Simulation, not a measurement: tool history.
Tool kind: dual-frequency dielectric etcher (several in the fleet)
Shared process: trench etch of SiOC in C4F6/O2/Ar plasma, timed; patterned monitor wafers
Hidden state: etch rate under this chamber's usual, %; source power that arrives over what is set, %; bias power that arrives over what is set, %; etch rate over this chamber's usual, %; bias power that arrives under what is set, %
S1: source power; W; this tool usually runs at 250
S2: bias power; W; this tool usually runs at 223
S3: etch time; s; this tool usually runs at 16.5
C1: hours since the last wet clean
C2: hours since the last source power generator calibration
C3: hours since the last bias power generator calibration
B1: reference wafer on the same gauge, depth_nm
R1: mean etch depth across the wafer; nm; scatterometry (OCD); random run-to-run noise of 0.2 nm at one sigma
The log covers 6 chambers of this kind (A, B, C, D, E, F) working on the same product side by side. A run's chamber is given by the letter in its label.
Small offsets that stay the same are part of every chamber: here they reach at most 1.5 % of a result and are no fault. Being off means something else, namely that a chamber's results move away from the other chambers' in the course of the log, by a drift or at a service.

run,hour,S1,S2,S3,C1,C2,C3,B1,R1
1B,8.3,250,223,16.5,412.5,1641.2,3383.1,25.427,31.392
2E,15.8,250,223,16.5,430.0,1921.5,1399.3,25.366,30.764
3F,22.5,250,223,16.5,65.2,439.3,1599.6,25.436,30.506
4C,29.5,250,223,16.5,176.8,694.8,1119.0,25.411,30.442
5D,40.7,250,223,16.5,432.4,3880.3,418.3,25.416,30.456
6A,47.8,250,223,16.5,534.7,196.9,771.6,25.426,30.766
7D,54.5,190,223,18.0,446.2,3894.1,432.1,25.387,30.080
8F,62.7,190,223,18.0,105.4,479.5,1639.8,25.396,29.674
9C,70.4,190,223,18.0,217.7,735.7,1159.9,25.434,30.302
10B,76.7,190,223,18.0,480.9,1709.6,3451.5,25.429,30.323
11E,88.3,190,223,18.0,502.5,1994.0,1471.8,25.374,30.503
12A,95.2,190,223,18.0,582.1,244.3,819.0,25.378,29.784
13D,105.8,250,223,16.5,497.5,3945.4,483.4,25.393,30.808
14A,114.3,230,179,16.5,601.2,263.4,838.1,25.404,27.413
15B,125.9,230,179,16.5,530.1,1758.8,3500.7,25.355,27.552
16F,132.9,230,179,16.5,175.6,549.7,1710.0,25.386,27.701
17C,141.6,230,179,16.5,288.9,806.9,1231.1,25.348,27.608
18E,149.4,230,179,16.5,563.6,2055.1,1532.9,25.392,27.644
# hour 152.5: chamber D: wet clean of the chamber
# hour 153.5: chamber A: wet clean of the chamber
19E,155.3,230,179,16.5,569.5,2061.0,1538.8,25.403,27.824
20D,165.6,250,223,16.5,13.1,4005.2,543.2,25.401,29.595
# hour 172.9: chamber E: wet clean of the chamber
21F,177.6,250,223,16.5,220.3,594.4,1754.7,25.400,30.736
22C,184.7,250,243,16.5,332.0,850.0,1274.2,25.388,31.804
23A,193.9,250,243,16.5,40.4,343.0,917.7,25.410,31.449
24B,199.7,250,243,16.5,603.9,1832.6,3574.5,25.386,31.959
# hour 202.2: chamber B: wet clean of the chamber
25B,206.3,250,243,16.5,4.1,1839.2,3581.1,25.395,31.621
26A,217.2,250,243,16.5,63.7,366.3,941.0,25.407,31.598
27D,227.8,250,243,16.5,75.3,4067.4,605.4,25.424,30.390
28F,234.3,250,223,16.5,277.0,651.1,1811.4,25.436,30.296
29E,241.7,250,223,16.5,68.9,2147.4,1625.2,25.394,31.105
# hour 243.5: chamber C: wet clean of the chamber
30C,248.3,250,223,16.5,4.8,913.6,1337.8,25.429,30.576
31D,254.6,250,223,16.5,102.1,4094.2,632.2,25.402,29.622
32F,264.5,250,223,16.5,307.2,681.3,1841.6,25.384,30.424
33B,276.2,250,259,21.5,74.0,1909.1,3651.0,25.421,42.602
34C,288.1,250,259,21.5,44.6,953.4,1377.6,25.404,41.708
35E,296.3,250,259,21.5,123.5,2202.0,1679.8,25.401,42.411
36A,304.1,250,259,21.5,150.6,453.2,1027.9,25.383,42.046
# hour 309.1: chamber E: bias power generator calibrated
37F,311.4,250,259,21.5,354.1,728.2,1888.5,25.460,41.918
38B,319.6,250,259,21.5,117.4,1952.5,3694.4,25.452,42.875
39A,330.1,250,223,16.5,176.6,479.2,1053.9,25.360,30.573
40E,339.1,250,223,16.5,166.3,2244.8,30.0,25.395,31.357

All chambers now run identical settings, listed one chamber a line with results as question marks. What results will each chamber show?
41A,347.6,250,223,16.5,,,,,?
41B,347.6,250,223,16.5,,,,,?
41C,347.6,250,223,16.5,,,,,?
41D,347.6,250,223,16.5,,,,,?
41E,347.6,250,223,16.5,,,,,?
41F,347.6,250,223,16.5,,,,,?

run,R1
41A,30.624
41B,30.931
41C,30.365
41D,29.438
41E,31.041
41F,30.500
